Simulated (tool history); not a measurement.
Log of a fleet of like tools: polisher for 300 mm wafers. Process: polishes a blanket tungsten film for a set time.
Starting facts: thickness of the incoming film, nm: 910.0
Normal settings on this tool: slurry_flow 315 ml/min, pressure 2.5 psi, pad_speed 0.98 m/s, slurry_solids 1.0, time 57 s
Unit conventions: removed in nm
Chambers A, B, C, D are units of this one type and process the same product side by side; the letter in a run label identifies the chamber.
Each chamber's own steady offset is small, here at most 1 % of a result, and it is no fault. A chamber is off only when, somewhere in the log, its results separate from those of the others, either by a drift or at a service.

| run | day | slurry_flow | pressure | pad_speed | slurry_solids | time | removed |
|---|---|---|---|---|---|---|---|
| 1D | 0.275 | 315 | 2.5 | 0.98 | 1.0 | 57 | 185.90 |
|  | 0.408 | chamber A: slurry tank refilled with fresh slurry and peroxide |
|  | 0.442 | chamber B: worn pad replaced by a new one |
| 2B | 0.533 | 315 | 2.5 | 0.98 | 1.0 | 57 | 183.75 |
| 3A | 0.742 | 315 | 2.5 | 0.98 | 1.0 | 57 | 185.44 |
|  | 0.912 | chamber D: slurry tank refilled with fresh slurry and peroxide |
|  | 0.933 | chamber D: worn pad replaced by a new one |
| 4C | 1.138 | 315 | 2.5 | 0.98 | 1.0 | 57 | 185.27 |
|  | 1.312 | chamber A: worn pad replaced by a new one |
| 5A | 1.500 | 315 | 2.5 | 0.98 | 1.0 | 57 | 187.61 |
|  | 1.517 | chamber C: worn pad replaced by a new one |
| 6D | 1.921 | 315 | 2.5 | 0.78 | 1.0 | 57 | 149.84 |
|  | 2.150 | chamber B: slurry tank refilled with fresh slurry and peroxide |
| 7C | 2.242 | 315 | 2.5 | 0.78 | 1.0 | 57 | 148.00 |
| 8B | 2.550 | 315 | 2.5 | 0.78 | 1.0 | 57 | 149.15 |
| 9D | 2.854 | 315 | 2.5 | 0.78 | 1.0 | 57 | 150.49 |
| 10B | 3.217 | 315 | 2.5 | 0.98 | 1.0 | 57 | 187.17 |
| 11C | 3.583 | 315 | 2.5 | 0.98 | 1.0 | 57 | 185.68 |
|  | 3.733 | chamber C: slurry tank refilled with fresh slurry and peroxide |
| 12A | 4.008 | 315 | 2.5 | 0.98 | 1.0 | 57 | 183.85 |
| 13D | 4.225 | 315 | 2.5 | 0.98 | 1.0 | 57 | 183.91 |
|  | 4.346 | chamber D: worn pad replaced by a new one |
|  | 4.396 | chamber C: worn pad replaced by a new one |
|  | 4.558 | chamber B: worn pad replaced by a new one |
| 14B | 4.558 | 315 | 2.5 | 0.98 | 1.0 | 57 | 185.30 |
|  | 4.808 | chamber B: slurry tank refilled with fresh slurry and peroxide |
| 15A | 4.975 | 315 | 2.5 | 0.98 | 1.0 | 57 | 185.24 |
| 16C | 5.358 | 315 | 2.5 | 0.98 | 0.9 | 57 | 183.12 |
|  | 5.392 | chamber D: slurry tank refilled with fresh slurry and peroxide |
|  | 5.646 | chamber A: worn pad replaced by a new one |
| 17C | 5.717 | 315 | 2.5 | 0.98 | 0.9 | 57 | 183.12 |
|  | 5.796 | chamber C: slurry blender recalibrated |
| 18D | 6.175 | 315 | 2.5 | 0.98 | 0.9 | 57 | 185.34 |
|  | 6.317 | chamber D: head pressure recalibrated |
| 19A | 6.396 | 315 | 2.5 | 0.98 | 0.9 | 57 | 180.07 |
| 20B | 6.654 | 315 | 2.5 | 0.98 | 1.0 | 57 | 188.52 |
|  | 6.950 | chamber B: slurry blender recalibrated |
|  | 6.979 | chamber D: slurry nozzle cleaned |
| 21A | 6.988 | 375 | 2.5 | 0.98 | 1.2 | 57 | 198.59 |
|  | 7.338 | chamber C: worn pad replaced by a new one |
| 22B | 7.367 | 375 | 2.5 | 0.98 | 1.2 | 57 | 196.06 |
|  | 7.521 | chamber B: slurry tank refilled with fresh slurry and peroxide |
|  | 7.554 | chamber D: worn pad replaced by a new one |
| 23D | 7.675 | 375 | 2.5 | 0.98 | 1.2 | 57 | 188.50 |
| 24C | 8.142 | 375 | 2.5 | 0.98 | 1.2 | 57 | 200.11 |
|  | 8.492 | chamber A: slurry tank refilled with fresh slurry and peroxide |
| 25D | 8.546 | 315 | 2.5 | 0.98 | 1.0 | 57 | 174.52 |
|  | 8.567 | chamber B: worn pad replaced by a new one |
|  | 8.596 | chamber B: head pressure recalibrated |
| 26A | 8.979 | 315 | 2.5 | 0.98 | 1.0 | 57 | 186.93 |
|  | 8.988 | chamber C: slurry tank refilled with fresh slurry and peroxide |
|  | 9.142 | chamber A: worn pad replaced by a new one |
| 27B | 9.371 | 315 | 2.5 | 0.98 | 1.0 | 57 | 186.18 |
| 28C | 9.746 | 315 | 2.5 | 0.98 | 1.0 | 57 | 183.15 |
|  | 9.812 | chamber C: worn pad replaced by a new one |
| 29B | 10.046 | 315 | 2.5 | 0.98 | 1.0 | 57 | 185.13 |
| 30A | 10.258 | 315 | 2.5 | 0.98 | 1.0 | 57 | 186.72 |
|  | 10.296 | chamber D: slurry tank refilled with fresh slurry and peroxide |
|  | 10.488 | chamber B: slurry tank refilled with fresh slurry and peroxide |
|  | 10.629 | chamber D: worn pad replaced by a new one |
| 31C | 10.704 | 315 | 3.2 | 0.98 | 1.0 | 57 | 244.56 |
| 32D | 11.008 | 315 | 3.2 | 0.98 | 1.0 | 57 | 229.09 |
| 33B | 11.338 | 315 | 3.2 | 0.98 | 1.0 | 57 | 238.01 |
|  | 11.525 | chamber D: slurry blender recalibrated |
| 34C | 11.717 | 315 | 3.2 | 0.98 | 1.0 | 57 | 236.98 |
| 35A | 11.954 | 315 | 2.5 | 0.98 | 1.0 | 57 | 183.08 |
| 36D | 12.188 | 315 | 2.5 | 0.98 | 1.0 | 57 | 178.57 |
| 37D | 12.396 | 315 | 2.5 | 0.98 | 1.0 | 57 | 176.95 |
| 38C | 12.629 | 315 | 2.5 | 0.98 | 1.0 | 57 | 183.07 |
| 39B | 12.904 | 315 | 2.5 | 0.98 | 1.0 | 57 | 189.18 |
| 40A | 13.288 | 315 | 2.5 | 0.98 | 1.0 | 57 | 186.95 |

The same settings go to every chamber for the next run, one line per chamber below. Forecast the results for each:
| 41A | 13.621 | 315 | 2.5 | 0.98 | 1.0 | 57 | ? |
| 41B | 13.621 | 315 | 2.5 | 0.98 | 1.0 | 57 | ? |
| 41C | 13.621 | 315 | 2.5 | 0.98 | 1.0 | 57 | ? |
| 41D | 13.621 | 315 | 2.5 | 0.98 | 1.0 | 57 | ? |

| run | removed |
|---|---|
| 41A | 188.55 |
| 41B | 185.59 |
| 41C | 182.87 |
| 41D | 176.56 |
